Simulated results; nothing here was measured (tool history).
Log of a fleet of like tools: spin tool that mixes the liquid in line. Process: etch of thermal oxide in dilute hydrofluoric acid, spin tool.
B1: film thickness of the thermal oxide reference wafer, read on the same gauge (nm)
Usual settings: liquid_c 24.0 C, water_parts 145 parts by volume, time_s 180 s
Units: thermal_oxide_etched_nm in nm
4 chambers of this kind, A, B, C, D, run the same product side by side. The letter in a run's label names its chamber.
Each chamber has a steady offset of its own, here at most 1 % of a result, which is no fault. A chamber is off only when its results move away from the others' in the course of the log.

run 1D day=0.462 | liquid_c=24.0 water_parts=145 time_s=180 | B1=60.007 | thermal_oxide_etched_nm=5.5088
run 2A day=0.838 | liquid_c=24.0 water_parts=145 time_s=180 | B1=59.977 | thermal_oxide_etched_nm=5.4809
run 3C day=1.354 | liquid_c=24.0 water_parts=145 time_s=180 | B1=60.012 | thermal_oxide_etched_nm=5.4619
run 4B day=1.975 | liquid_c=24.0 water_parts=145 time_s=180 | B1=60.013 | thermal_oxide_etched_nm=5.4124
run 5A day=2.429 | liquid_c=24.0 water_parts=145 time_s=180 | B1=60.008 | thermal_oxide_etched_nm=5.4189
run 6C day=2.758 | liquid_c=24.0 water_parts=120 time_s=100 | B1=59.979 | thermal_oxide_etched_nm=3.8316
run 7D day=3.275 | liquid_c=24.0 water_parts=120 time_s=100 | B1=60.001 | thermal_oxide_etched_nm=3.8028
run 8B day=3.750 | liquid_c=24.0 water_parts=120 time_s=100 | B1=60.015 | thermal_oxide_etched_nm=3.7221
run 9A day=4.325 | liquid_c=24.0 water_parts=120 time_s=100 | B1=60.028 | thermal_oxide_etched_nm=3.7330
run 10B day=4.612 | liquid_c=24.0 water_parts=145 time_s=180 | B1=59.983 | thermal_oxide_etched_nm=5.4150
run 11C day=4.950 | liquid_c=24.0 water_parts=170 time_s=215 | B1=60.004 | thermal_oxide_etched_nm=5.4796
run 12D day=5.442 | liquid_c=24.0 water_parts=170 time_s=215 | B1=60.010 | thermal_oxide_etched_nm=5.3991
run 13B day=5.771 | liquid_c=24.0 water_parts=170 time_s=215 | B1=59.981 | thermal_oxide_etched_nm=5.4462
run 14A day=6.275 | liquid_c=24.0 water_parts=170 time_s=215 | B1=60.014 | thermal_oxide_etched_nm=5.4585
run 15C day=6.550 | liquid_c=24.0 water_parts=145 time_s=180 | B1=60.014 | thermal_oxide_etched_nm=5.4712
run 16D day=7.179 | liquid_c=24.0 water_parts=145 time_s=180 | B1=60.013 | thermal_oxide_etched_nm=5.5547
run 17B day=7.504 | liquid_c=21.5 water_parts=185 time_s=180 | B1=59.985 | thermal_oxide_etched_nm=3.7148
run 18A day=8.067 | liquid_c=21.5 water_parts=185 time_s=180 | B1=59.990 | thermal_oxide_etched_nm=3.7631
run 19D day=8.700 | liquid_c=21.5 water_parts=185 time_s=180 | B1=59.999 | thermal_oxide_etched_nm=3.7699
run 20C day=9.117 | liquid_c=21.5 water_parts=185 time_s=180 | B1=60.000 | thermal_oxide_etched_nm=3.8499
run 21D day=9.412 | liquid_c=22.5 water_parts=145 time_s=180 | B1=60.024 | thermal_oxide_etched_nm=5.1684
run 22A day=9.758 | liquid_c=22.5 water_parts=145 time_s=180 | B1=59.992 | thermal_oxide_etched_nm=5.1042
run 23B day=10.083 | liquid_c=22.5 water_parts=145 time_s=180 | B1=59.997 | thermal_oxide_etched_nm=5.0263
run 24C day=10.658 | liquid_c=22.5 water_parts=145 time_s=180 | B1=60.003 | thermal_oxide_etched_nm=5.1502
run 25B day=10.996 | liquid_c=24.0 water_parts=145 time_s=180 | B1=60.003 | thermal_oxide_etched_nm=5.4599
-- day=11.292 chamber A: hydrofluoric acid flow meter replaced
run 26D day=11.342 | liquid_c=24.0 water_parts=145 time_s=180 | B1=59.999 | thermal_oxide_etched_nm=5.5837
run 27C day=11.825 | liquid_c=24.0 water_parts=145 time_s=180 | B1=59.988 | thermal_oxide_etched_nm=5.5536
-- day=11.917 chamber D: hydrofluoric acid flow meter replaced
run 28A day=12.112 | liquid_c=24.0 water_parts=145 time_s=180 | B1=60.005 | thermal_oxide_etched_nm=5.4647
run 29D day=12.521 | liquid_c=24.0 water_parts=145 time_s=180 | B1=60.020 | thermal_oxide_etched_nm=5.5986
run 30B day=12.871 | liquid_c=24.0 water_parts=145 time_s=180 | B1=59.998 | thermal_oxide_etched_nm=5.4032
run 31C day=13.246 | liquid_c=24.0 water_parts=145 time_s=180 | B1=60.034 | thermal_oxide_etched_nm=5.4841
run 32A day=13.550 | liquid_c=24.0 water_parts=145 time_s=180 | B1=59.980 | thermal_oxide_etched_nm=5.5136
run 33B day=14.175 | liquid_c=24.0 water_parts=145 time_s=180 | B1=60.000 | thermal_oxide_etched_nm=5.4281
run 34C day=14.721 | liquid_c=24.0 water_parts=145 time_s=180 | B1=60.018 | thermal_oxide_etched_nm=5.4875
run 35D day=15.133 | liquid_c=24.0 water_parts=145 time_s=180 | B1=60.004 | thermal_oxide_etched_nm=5.4260
run 36A day=15.583 | liquid_c=28.5 water_parts=145 time_s=180 | B1=60.016 | thermal_oxide_etched_nm=6.5097
run 37D day=16.096 | liquid_c=28.5 water_parts=145 time_s=180 | B1=60.009 | thermal_oxide_etched_nm=6.5867

Next, every chamber runs the same settings. What will each give?
run 38A day=16.554 | liquid_c=24.0 water_parts=100 time_s=180 | thermal_oxide_etched_nm=?
run 38B day=16.554 | liquid_c=24.0 water_parts=100 time_s=180 | thermal_oxide_etched_nm=?
run 38C day=16.554 | liquid_c=24.0 water_parts=100 time_s=180 | thermal_oxide_etched_nm=?
run 38D day=16.554 | liquid_c=24.0 water_parts=100 time_s=180 | thermal_oxide_etched_nm=?

run=38A thermal_oxide_etched_nm=8.2857
run=38B thermal_oxide_etched_nm=8.3104
run=38C thermal_oxide_etched_nm=8.3449
run=38D thermal_oxide_etched_nm=8.5460

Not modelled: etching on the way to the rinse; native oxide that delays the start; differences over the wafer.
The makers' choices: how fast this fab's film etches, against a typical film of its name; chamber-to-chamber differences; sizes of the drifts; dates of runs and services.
